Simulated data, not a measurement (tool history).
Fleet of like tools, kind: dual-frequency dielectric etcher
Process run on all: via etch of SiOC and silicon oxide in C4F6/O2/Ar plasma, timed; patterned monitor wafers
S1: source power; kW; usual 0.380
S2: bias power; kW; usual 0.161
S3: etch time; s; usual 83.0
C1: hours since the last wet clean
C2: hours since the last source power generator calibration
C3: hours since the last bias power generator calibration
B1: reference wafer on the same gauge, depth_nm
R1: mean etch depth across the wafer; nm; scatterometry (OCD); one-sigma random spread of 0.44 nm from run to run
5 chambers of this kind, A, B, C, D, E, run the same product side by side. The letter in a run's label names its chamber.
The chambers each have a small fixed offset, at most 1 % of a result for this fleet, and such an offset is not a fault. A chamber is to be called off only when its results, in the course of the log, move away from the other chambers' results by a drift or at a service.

run,day,S1,S2,S3,C1,C2,C3,B1,R1
1B,0.408,0.380,0.161,83.0,164.2,1877.5,2414.1,96.292,89.836
2D,0.738,0.380,0.161,83.0,282.0,1312.5,2439.8,96.236,88.543
3C,1.229,0.380,0.161,83.0,275.6,339.0,616.1,96.273,88.872
4A,1.758,0.380,0.161,83.0,221.5,2238.6,1882.1,96.316,88.876
5E,2.125,0.380,0.161,83.0,294.8,3412.1,2161.2,96.263,88.945
6B,2.438,0.380,0.161,83.0,212.9,1926.2,2462.8,96.307,90.066
7D,2.975,0.380,0.161,83.0,335.7,1366.2,2493.5,96.344,88.947
8A,3.267,0.380,0.161,83.0,257.7,2274.8,1918.3,96.360,88.868
9C,3.771,0.380,0.161,83.0,336.6,400.0,677.1,96.433,88.572
10E,4.075,0.380,0.161,83.0,341.6,3458.9,2208.0,96.275,89.203
11A,4.400,0.380,0.161,83.0,284.9,2302.0,1945.5,96.297,88.494
12B,4.879,0.380,0.161,83.0,271.5,1984.8,2521.4,96.350,89.234
13D,5.429,0.380,0.161,83.0,394.6,1425.1,2552.4,96.383,89.651
14E,6.029,0.380,0.161,83.0,388.5,3505.8,2254.9,96.355,89.720
15C,6.483,0.380,0.161,105.5,401.7,465.1,742.2,96.302,112.050
16E,7.046,0.380,0.161,105.5,412.9,3530.2,2279.3,96.260,113.660
17C,7.479,0.380,0.161,105.5,425.6,489.0,766.1,96.338,111.510
18A,8.050,0.380,0.161,105.5,372.5,2389.6,2033.1,96.262,112.990
19B,8.521,0.380,0.161,105.5,358.9,2072.2,2608.8,96.281,114.170
20D,9.117,0.380,0.161,83.0,483.1,1513.6,2640.9,96.197,88.667
21B,9.458,0.380,0.161,83.0,381.4,2094.7,2631.3,96.354,89.423
22A,9.925,0.380,0.161,83.0,417.5,2434.6,2078.1,96.347,88.307
# day 10.004: chamber D: wet clean of the chamber
23E,10.412,0.380,0.161,83.0,493.7,3611.0,2360.1,96.374,88.678
24D,10.821,0.380,0.161,83.0,19.7,1554.5,2681.8,96.247,88.300
# day 11.196: chamber E: wet clean of the chamber
25C,11.367,0.380,0.161,83.0,518.9,582.3,859.4,96.277,85.766
# day 11.450: chamber B: wet clean of the chamber
26B,11.879,0.380,0.161,83.0,10.4,2152.8,2689.4,96.231,89.281
# day 12.125: chamber A: wet clean of the chamber
27A,12.225,0.380,0.161,83.0,2.5,2489.8,2133.3,96.344,88.405
28E,12.738,0.380,0.161,83.0,37.0,3666.8,2415.9,96.365,88.712
29D,13.192,0.380,0.161,83.0,76.6,1611.4,2738.7,96.266,88.178
30C,13.588,0.380,0.161,83.0,572.2,635.6,912.7,96.362,86.005
31C,14.112,0.380,0.161,83.0,584.8,648.2,925.3,96.276,85.803
32B,14.412,0.380,0.161,83.0,71.2,2213.6,2750.2,96.237,89.420
33D,14.838,0.380,0.161,83.0,116.1,1650.9,2778.2,96.350,89.146
34E,15.183,0.380,0.161,83.0,95.7,3725.5,2474.6,96.344,89.509
35A,15.788,0.380,0.161,83.0,88.0,2575.3,2218.8,96.414,87.987
# day 15.867: chamber D: source power generator calibrated
36B,16.142,0.380,0.148,105.0,112.7,2255.1,2791.7,96.265,110.740
37D,16.567,0.380,0.148,105.0,157.6,16.9,2819.7,96.362,109.590

One chamber off, gauge drift, or nothing amiss beyond the chambers' own small offsets? If it is a chamber, which one, and what is the likeliest cause?

One chamber, C, drifts off from the rest bit by bit.
Cause: etch rate under this chamber's usual, % = 3.89.

Below are 4 candidate recipes for chamber C's next run, each the usual settings with a change, their results shown as question marks. Which of them brings C's results back in line with what the other chambers give on the usual settings?
In line means no further than this from the other chambers' mean on the usual settings: R1 1.600 nm
38C-1,17.004,0.380,0.161,82.0,,,,,?
38C-2,17.004,0.430,0.161,83.0,,,,,?
38C-3,17.004,0.380,0.161,79.5,,,,,?
38C-4,17.004,0.380,0.161,84.0,,,,,?

Usual-settings mean across the other chambers: R1 88.946 nm
run,R1
38C-1,84.032
38C-2,89.198
38C-3,81.470
38C-4,86.081
Change 38C-2 lands the chamber within the allowed miss of the other chambers.
